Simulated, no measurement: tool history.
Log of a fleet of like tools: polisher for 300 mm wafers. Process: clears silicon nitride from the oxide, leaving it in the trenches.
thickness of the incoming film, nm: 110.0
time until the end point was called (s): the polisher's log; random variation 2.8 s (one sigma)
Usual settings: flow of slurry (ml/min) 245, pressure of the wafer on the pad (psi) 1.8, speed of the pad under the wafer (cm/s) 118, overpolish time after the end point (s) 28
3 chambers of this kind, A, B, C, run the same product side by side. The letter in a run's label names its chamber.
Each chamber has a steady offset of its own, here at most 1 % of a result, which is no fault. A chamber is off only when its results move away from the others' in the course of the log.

| run | hour | flow of slurry (ml/min) | pressure of the wafer on the pad (psi) | speed of the pad under the wafer (cm/s) | overpolish time after the end point (s) | wafers polished on this pad | hours since the slurry nozzle was cleaned | hours since the head pressure was calibrated | time until the end point was called (s) |
|---|---|---|---|---|---|---|---|---|---|
|  | 5.3 | chamber B: head pressure recalibrated |
| 1B | 10.9 | 245 | 1.8 | 118 | 28 | 357 | 418.2 | 5.7 | 187.40 |
| 2C | 21.5 | 245 | 1.8 | 118 | 28 | 198 | 94.2 | 850.3 | 185.75 |
| 3A | 30.2 | 245 | 1.8 | 118 | 28 | 526 | 420.7 | 881.6 | 191.44 |
| 4B | 37.0 | 245 | 1.8 | 118 | 28 | 515 | 444.3 | 31.8 | 189.12 |
| 5A | 46.7 | 245 | 1.8 | 118 | 28 | 626 | 437.2 | 898.1 | 194.52 |
|  | 47.9 | chamber A: slurry nozzle cleaned |
| 6C | 53.2 | 245 | 1.8 | 118 | 28 | 390 | 125.9 | 882.0 | 189.16 |
| 7C | 62.7 | 245 | 1.8 | 118 | 28 | 448 | 135.4 | 891.5 | 187.25 |
| 8A | 72.4 | 245 | 1.8 | 118 | 28 | 781 | 24.6 | 923.8 | 186.87 |
| 9B | 84.8 | 245 | 1.8 | 118 | 28 | 804 | 492.1 | 79.6 | 189.91 |
| 10C | 97.0 | 245 | 1.8 | 118 | 28 | 655 | 169.7 | 925.8 | 189.68 |
| 11A | 105.7 | 245 | 1.8 | 118 | 28 | 983 | 57.9 | 957.1 | 191.91 |
|  | 116.1 | chamber C: head pressure recalibrated |
| 12B | 118.5 | 245 | 1.8 | 118 | 28 | 1008 | 525.8 | 113.3 | 189.43 |
| 13C | 128.6 | 245 | 1.8 | 118 | 28 | 846 | 201.3 | 12.5 | 189.80 |
| 14B | 136.0 | 245 | 1.8 | 118 | 28 | 1114 | 543.3 | 130.8 | 195.37 |
| 15A | 142.8 | 245 | 1.8 | 118 | 28 | 1207 | 95.0 | 994.2 | 191.29 |
|  | 143.7 | chamber C: worn pad replaced by a new one |
|  | 146.3 | chamber B: worn pad replaced by a new one |
| 16B | 149.1 | 245 | 1.8 | 118 | 28 | 17 | 556.4 | 143.9 | 189.37 |
|  | 150.5 | chamber A: worn pad replaced by a new one |
| 17A | 155.3 | 245 | 1.8 | 118 | 28 | 29 | 107.5 | 1006.7 | 191.83 |
| 18C | 162.5 | 245 | 1.8 | 118 | 28 | 113 | 235.2 | 46.4 | 187.38 |
| 19C | 170.9 | 245 | 1.8 | 118 | 28 | 164 | 243.6 | 54.8 | 182.72 |
| 20B | 181.4 | 245 | 1.8 | 118 | 28 | 212 | 588.7 | 176.2 | 189.21 |
| 21A | 189.0 | 245 | 1.8 | 118 | 28 | 233 | 141.2 | 1040.4 | 191.87 |
| 22C | 198.6 | 245 | 1.8 | 118 | 28 | 332 | 271.3 | 82.5 | 189.43 |
| 23B | 204.5 | 245 | 1.5 | 150 | 28 | 352 | 611.8 | 199.3 | 177.67 |
| 24A | 215.5 | 245 | 1.5 | 150 | 28 | 393 | 167.7 | 1066.9 | 179.75 |
| 25C | 225.4 | 245 | 1.5 | 150 | 28 | 494 | 298.1 | 109.3 | 176.30 |
| 26B | 236.8 | 245 | 1.8 | 118 | 28 | 547 | 644.1 | 231.6 | 191.02 |
| 27A | 246.5 | 245 | 1.8 | 118 | 28 | 581 | 198.7 | 1097.9 | 186.89 |
| 28A | 258.6 | 245 | 1.8 | 118 | 28 | 654 | 210.8 | 1110.0 | 190.27 |
| 29C | 270.7 | 245 | 1.8 | 118 | 28 | 768 | 343.4 | 154.6 | 190.09 |
| 30B | 280.5 | 245 | 1.8 | 118 | 28 | 811 | 687.8 | 275.3 | 191.77 |
| 31A | 286.5 | 245 | 1.8 | 118 | 28 | 823 | 238.7 | 1137.9 | 192.66 |
| 32B | 293.2 | 245 | 1.8 | 118 | 28 | 888 | 700.5 | 288.0 | 191.38 |

What goes on in this fleet: one chamber off, a drifting gauge, or nothing beyond the chambers' own small offsets? Name the chamber and the cause, if any.

No chamber stands off beyond its own small offset, and the gauge holds steady.
